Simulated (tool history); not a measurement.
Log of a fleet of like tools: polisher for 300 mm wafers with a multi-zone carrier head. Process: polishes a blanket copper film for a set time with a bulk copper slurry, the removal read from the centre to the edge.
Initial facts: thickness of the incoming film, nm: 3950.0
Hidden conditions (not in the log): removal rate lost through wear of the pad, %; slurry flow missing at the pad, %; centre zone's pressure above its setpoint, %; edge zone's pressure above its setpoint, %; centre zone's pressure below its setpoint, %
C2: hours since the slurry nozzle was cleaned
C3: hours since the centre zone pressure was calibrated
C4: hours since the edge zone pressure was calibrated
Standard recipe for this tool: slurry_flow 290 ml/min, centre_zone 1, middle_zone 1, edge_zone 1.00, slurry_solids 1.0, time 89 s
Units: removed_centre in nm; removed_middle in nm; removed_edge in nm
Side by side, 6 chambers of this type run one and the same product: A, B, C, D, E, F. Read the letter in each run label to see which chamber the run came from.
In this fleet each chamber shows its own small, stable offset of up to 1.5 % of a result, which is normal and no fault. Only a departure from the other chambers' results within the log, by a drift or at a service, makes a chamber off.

run 1E hour=10.5 | slurry_flow=290 centre_zone=1 middle_zone=1 edge_zone=1.00 slurry_solids=1.0 time=89 | wafers_polished_on_this_pad=555 C2=239.7 C3=175.8 C4=660.7 | removed_centre=584.62 removed_middle=600.92 removed_edge=600.63
run 2C hour=15.1 | slurry_flow=290 centre_zone=1 middle_zone=1 edge_zone=1.00 slurry_solids=1.0 time=89 | wafers_polished_on_this_pad=274 C2=319.0 C3=970.0 C4=51.2 | removed_centre=593.66 removed_middle=595.50 removed_edge=597.86
run 3B hour=23.1 | slurry_flow=290 centre_zone=1 middle_zone=1 edge_zone=1.00 slurry_solids=1.0 time=89 | wafers_polished_on_this_pad=1013 C2=218.2 C3=305.2 C4=258.9 | removed_centre=598.34 removed_middle=606.87 removed_edge=595.43
run 4D hour=30.9 | slurry_flow=290 centre_zone=1 middle_zone=1 edge_zone=1.00 slurry_solids=1.0 time=89 | wafers_polished_on_this_pad=271 C2=128.0 C3=551.1 C4=1080.4 | removed_centre=601.66 removed_middle=594.51 removed_edge=585.52
run 5F hour=35.8 | slurry_flow=290 centre_zone=1 middle_zone=1 edge_zone=1.00 slurry_solids=1.0 time=89 | wafers_polished_on_this_pad=448 C2=182.6 C3=382.8 C4=957.0 | removed_centre=583.92 removed_middle=602.60 removed_edge=599.09
-- hour=36.8 chamber E: worn pad replaced by a new one
run 6A hour=46.0 | slurry_flow=290 centre_zone=1 middle_zone=1 edge_zone=1.00 slurry_solids=1.0 time=89 | wafers_polished_on_this_pad=280 C2=55.0 C3=568.9 C4=308.4 | removed_centre=603.46 removed_middle=600.91 removed_edge=621.85
-- hour=52.2 chamber D: centre zone pressure recalibrated
-- hour=53.9 chamber F: edge zone pressure recalibrated
run 7E hour=54.9 | slurry_flow=290 centre_zone=1 middle_zone=1 edge_zone=1.00 slurry_solids=1.0 time=89 | wafers_polished_on_this_pad=109 C2=284.1 C3=220.2 C4=705.1 | removed_centre=596.65 removed_middle=604.30 removed_edge=599.04
-- hour=63.1 chamber C: worn pad replaced by a new one
-- hour=65.2 chamber B: slurry nozzle cleaned
run 8A hour=65.4 | slurry_flow=290 centre_zone=1 middle_zone=1 edge_zone=1.00 slurry_solids=1.0 time=89 | wafers_polished_on_this_pad=397 C2=74.4 C3=588.3 C4=327.8 | removed_centre=607.05 removed_middle=603.27 removed_edge=607.11
run 9B hour=72.6 | slurry_flow=290 centre_zone=1 middle_zone=1 edge_zone=1.00 slurry_solids=1.0 time=89 | wafers_polished_on_this_pad=1311 C2=7.4 C3=354.7 C4=308.4 | removed_centre=606.97 removed_middle=603.09 removed_edge=588.28
run 10F hour=78.3 | slurry_flow=290 centre_zone=1 middle_zone=1 edge_zone=1.00 slurry_solids=1.0 time=89 | wafers_polished_on_this_pad=704 C2=225.1 C3=425.3 C4=24.5 | removed_centre=596.19 removed_middle=602.62 removed_edge=611.97
run 11D hour=87.7 | slurry_flow=290 centre_zone=1 middle_zone=1 edge_zone=1.00 slurry_solids=1.0 time=89 | wafers_polished_on_this_pad=614 C2=184.8 C3=35.6 C4=1137.2 | removed_centre=598.95 removed_middle=597.45 removed_edge=593.16
-- hour=90.3 chamber D: edge zone pressure recalibrated
run 12C hour=95.2 | slurry_flow=205 centre_zone=1 middle_zone=1 edge_zone=1.00 slurry_solids=1.0 time=89 | wafers_polished_on_this_pad=193 C2=399.1 C3=1050.1 C4=131.3 | removed_centre=571.95 removed_middle=574.06 removed_edge=587.66
-- hour=95.7 chamber B: worn pad replaced by a new one
run 13B hour=104.7 | slurry_flow=205 centre_zone=1 middle_zone=1 edge_zone=1.00 slurry_solids=1.0 time=89 | wafers_polished_on_this_pad=54 C2=39.5 C3=386.8 C4=340.5 | removed_centre=586.37 removed_middle=582.59 removed_edge=573.40
run 14D hour=111.7 | slurry_flow=205 centre_zone=1 middle_zone=1 edge_zone=1.00 slurry_solids=1.0 time=89 | wafers_polished_on_this_pad=758 C2=208.8 C3=59.6 C4=21.5 | removed_centre=582.89 removed_middle=571.85 removed_edge=585.39
run 15F hour=119.1 | slurry_flow=205 centre_zone=1 middle_zone=1 edge_zone=1.00 slurry_solids=1.0 time=89 | wafers_polished_on_this_pad=950 C2=265.9 C3=466.1 C4=65.3 | removed_centre=558.45 removed_middle=576.95 removed_edge=576.77
-- hour=124.1 chamber D: worn pad replaced by a new one
run 16A hour=125.3 | slurry_flow=205 centre_zone=1 middle_zone=1 edge_zone=1.00 slurry_solids=1.0 time=89 | wafers_polished_on_this_pad=758 C2=134.3 C3=648.2 C4=387.7 | removed_centre=571.96 removed_middle=584.54 removed_edge=586.03
run 17E hour=130.2 | slurry_flow=205 centre_zone=1 middle_zone=1 edge_zone=1.00 slurry_solids=1.0 time=89 | wafers_polished_on_this_pad=563 C2=359.4 C3=295.5 C4=780.4 | removed_centre=582.69 removed_middle=575.88 removed_edge=583.74
run 18C hour=139.9 | slurry_flow=290 centre_zone=1 middle_zone=1 edge_zone=1.00 slurry_solids=1.0 time=89 | wafers_polished_on_this_pad=463 C2=443.8 C3=1094.8 C4=176.0 | removed_centre=600.39 removed_middle=597.69 removed_edge=594.40
-- hour=149.4 chamber C: worn pad replaced by a new one
run 19F hour=150.6 | slurry_flow=290 centre_zone=1 middle_zone=1 edge_zone=1.00 slurry_solids=1.0 time=89 | wafers_polished_on_this_pad=1140 C2=297.4 C3=497.6 C4=96.8 | removed_centre=594.37 removed_middle=599.41 removed_edge=589.99
run 20C hour=158.3 | slurry_flow=290 centre_zone=1 middle_zone=1 edge_zone=1.00 slurry_solids=1.0 time=89 | wafers_polished_on_this_pad=53 C2=462.2 C3=1113.2 C4=194.4 | removed_centre=609.05 removed_middle=598.30 removed_edge=601.29
-- hour=158.6 chamber E: worn pad replaced by a new one
-- hour=165.6 chamber F: slurry nozzle cleaned
run 21A hour=168.5 | slurry_flow=290 centre_zone=1 middle_zone=1 edge_zone=1.00 slurry_solids=1.0 time=89 | wafers_polished_on_this_pad=1018 C2=177.5 C3=691.4 C4=430.9 | removed_centre=588.48 removed_middle=597.81 removed_edge=607.12
run 22D hour=176.7 | slurry_flow=290 centre_zone=1 middle_zone=1 edge_zone=1.00 slurry_solids=1.0 time=89 | wafers_polished_on_this_pad=317 C2=273.8 C3=124.6 C4=86.5 | removed_centre=604.33 removed_middle=601.11 removed_edge=597.18
-- hour=182.7 chamber F: worn pad replaced by a new one
run 23B hour=186.0 | slurry_flow=290 centre_zone=1 middle_zone=1 edge_zone=1.00 slurry_solids=1.0 time=89 | wafers_polished_on_this_pad=544 C2=120.8 C3=468.1 C4=421.8 | removed_centre=603.57 removed_middle=600.47 removed_edge=593.69
run 24E hour=194.3 | slurry_flow=290 centre_zone=1 middle_zone=1 edge_zone=1.00 slurry_solids=1.0 time=89 | wafers_polished_on_this_pad=215 C2=423.5 C3=359.6 C4=844.5 | removed_centre=597.33 removed_middle=605.56 removed_edge=602.23
-- hour=196.9 chamber A: worn pad replaced by a new one
run 25A hour=200.5 | slurry_flow=290 centre_zone=1 middle_zone=1 edge_zone=1.00 slurry_solids=1.0 time=89 | wafers_polished_on_this_pad=22 C2=209.5 C3=723.4 C4=462.9 | removed_centre=590.08 removed_middle=597.11 removed_edge=603.61
run 26D hour=208.1 | slurry_flow=290 centre_zone=1 middle_zone=1 edge_zone=1.00 slurry_solids=1.2 time=104 | wafers_polished_on_this_pad=506 C2=305.2 C3=156.0 C4=117.9 | removed_centre=723.27 removed_middle=721.64 removed_edge=735.57
run 27F hour=217.6 | slurry_flow=290 centre_zone=1 middle_zone=1 edge_zone=1.00 slurry_solids=1.2 time=104 | wafers_polished_on_this_pad=210 C2=52.0 C3=564.6 C4=163.8 | removed_centre=737.45 removed_middle=726.68 removed_edge=718.46
-- hour=221.4 chamber E: slurry nozzle cleaned
run 28E hour=225.6 | slurry_flow=290 centre_zone=1 middle_zone=1 edge_zone=1.00 slurry_solids=1.2 time=104 | wafers_polished_on_this_pad=403 C2=4.3 C3=390.9 C4=875.8 | removed_centre=730.24 removed_middle=734.62 removed_edge=718.18
-- hour=226.7 chamber B: edge zone pressure recalibrated
run 29C hour=233.6 | slurry_flow=290 centre_zone=1 middle_zone=1 edge_zone=1.00 slurry_solids=1.2 time=104 | wafers_polished_on_this_pad=507 C2=537.5 C3=1188.5 C4=269.7 | removed_centre=733.73 removed_middle=728.46 removed_edge=741.36
run 30B hour=239.2 | slurry_flow=290 centre_zone=1 middle_zone=1 edge_zone=1.00 slurry_solids=1.2 time=104 | wafers_polished_on_this_pad=864 C2=174.0 C3=521.3 C4=12.5 | removed_centre=737.36 removed_middle=743.94 removed_edge=727.64
run 31C hour=247.6 | slurry_flow=290 centre_zone=1 middle_zone=1 edge_zone=1.00 slurry_solids=1.2 time=104 | wafers_polished_on_this_pad=591 C2=551.5 C3=1202.5 C4=283.7 | removed_centre=739.90 removed_middle=730.10 removed_edge=726.39
run 32B hour=258.2 | slurry_flow=290 centre_zone=1 middle_zone=1 edge_zone=1.00 slurry_solids=1.0 time=89 | wafers_polished_on_this_pad=979 C2=193.0 C3=540.3 C4=31.5 | removed_centre=611.92 removed_middle=608.86 removed_edge=602.76
run 33F hour=266.0 | slurry_flow=290 centre_zone=1 middle_zone=1 edge_zone=0.92 slurry_solids=1.0 time=113 | wafers_polished_on_this_pad=502 C2=100.4 C3=613.0 C4=212.2 | removed_centre=754.30 removed_middle=764.27 removed_edge=724.49
run 34A hour=270.7 | slurry_flow=290 centre_zone=1 middle_zone=1 edge_zone=0.92 slurry_solids=1.0 time=113 | wafers_polished_on_this_pad=445 C2=279.7 C3=793.6 C4=533.1 | removed_centre=748.60 removed_middle=756.79 removed_edge=719.39
run 35D hour=276.5 | slurry_flow=290 centre_zone=1 middle_zone=1 edge_zone=0.92 slurry_solids=1.0 time=113 | wafers_polished_on_this_pad=918 C2=373.6 C3=224.4 C4=186.3 | removed_centre=762.41 removed_middle=746.49 removed_edge=725.96
run 36E hour=287.3 | slurry_flow=290 centre_zone=1 middle_zone=1 edge_zone=0.92 slurry_solids=1.0 time=113 | wafers_polished_on_this_pad=775 C2=66.0 C3=452.6 C4=937.5 | removed_centre=742.68 removed_middle=761.41 removed_edge=737.41
-- hour=290.0 chamber B: worn pad replaced by a new one
-- hour=293.6 chamber D: worn pad replaced by a new one
run 37A hour=294.2 | slurry_flow=290 centre_zone=1 middle_zone=1 edge_zone=0.92 slurry_solids=1.0 time=113 | wafers_polished_on_this_pad=586 C2=303.2 C3=817.1 C4=556.6 | removed_centre=762.77 removed_middle=761.98 removed_edge=751.33
run 38D hour=303.2 | slurry_flow=290 centre_zone=1 middle_zone=1 edge_zone=0.92 slurry_solids=1.0 time=113 | wafers_polished_on_this_pad=58 C2=400.3 C3=251.1 C4=213.0 | removed_centre=774.62 removed_middle=752.86 removed_edge=724.88
run 39F hour=307.9 | slurry_flow=290 centre_zone=1 middle_zone=1 edge_zone=1.00 slurry_solids=1.0 time=89 | wafers_polished_on_this_pad=754 C2=142.3 C3=654.9 C4=254.1 | removed_centre=586.34 removed_middle=596.90 removed_edge=596.44
run 40B hour=317.3 | slurry_flow=290 centre_zone=1 middle_zone=1 edge_zone=1.00 slurry_solids=1.0 time=89 | wafers_polished_on_this_pad=165 C2=252.1 C3=599.4 C4=90.6 | removed_centre=609.73 removed_middle=600.49 removed_edge=592.03

For the next run the whole fleet of 6 chambers uses the same settings. Give each chamber's results:
run 41A hour=324.9 | slurry_flow=290 centre_zone=1 middle_zone=1 edge_zone=0.91 slurry_solids=1.0 time=89 | removed_centre=? removed_middle=? removed_edge=?
run 41B hour=324.9 | slurry_flow=290 centre_zone=1 middle_zone=1 edge_zone=0.91 slurry_solids=1.0 time=89 | removed_centre=? removed_middle=? removed_edge=?
run 41C hour=324.9 | slurry_flow=290 centre_zone=1 middle_zone=1 edge_zone=0.91 slurry_solids=1.0 time=89 | removed_centre=? removed_middle=? removed_edge=?
run 41D hour=324.9 | slurry_flow=290 centre_zone=1 middle_zone=1 edge_zone=0.91 slurry_solids=1.0 time=89 | removed_centre=? removed_middle=? removed_edge=?
run 41E hour=324.9 | slurry_flow=290 centre_zone=1 middle_zone=1 edge_zone=0.91 slurry_solids=1.0 time=89 | removed_centre=? removed_middle=? removed_edge=?
run 41F hour=324.9 | slurry_flow=290 centre_zone=1 middle_zone=1 edge_zone=0.91 slurry_solids=1.0 time=89 | removed_centre=? removed_middle=? removed_edge=?

run=41A removed_centre=592.68 removed_middle=605.23 removed_edge=567.50
run=41B removed_centre=593.76 removed_middle=604.99 removed_edge=574.95
run=41C removed_centre=609.04 removed_middle=599.40 removed_edge=566.31
run=41D removed_centre=593.75 removed_middle=590.99 removed_edge=571.73
run=41E removed_centre=604.02 removed_middle=598.69 removed_edge=565.58
run=41F removed_centre=593.68 removed_middle=603.01 removed_edge=573.07
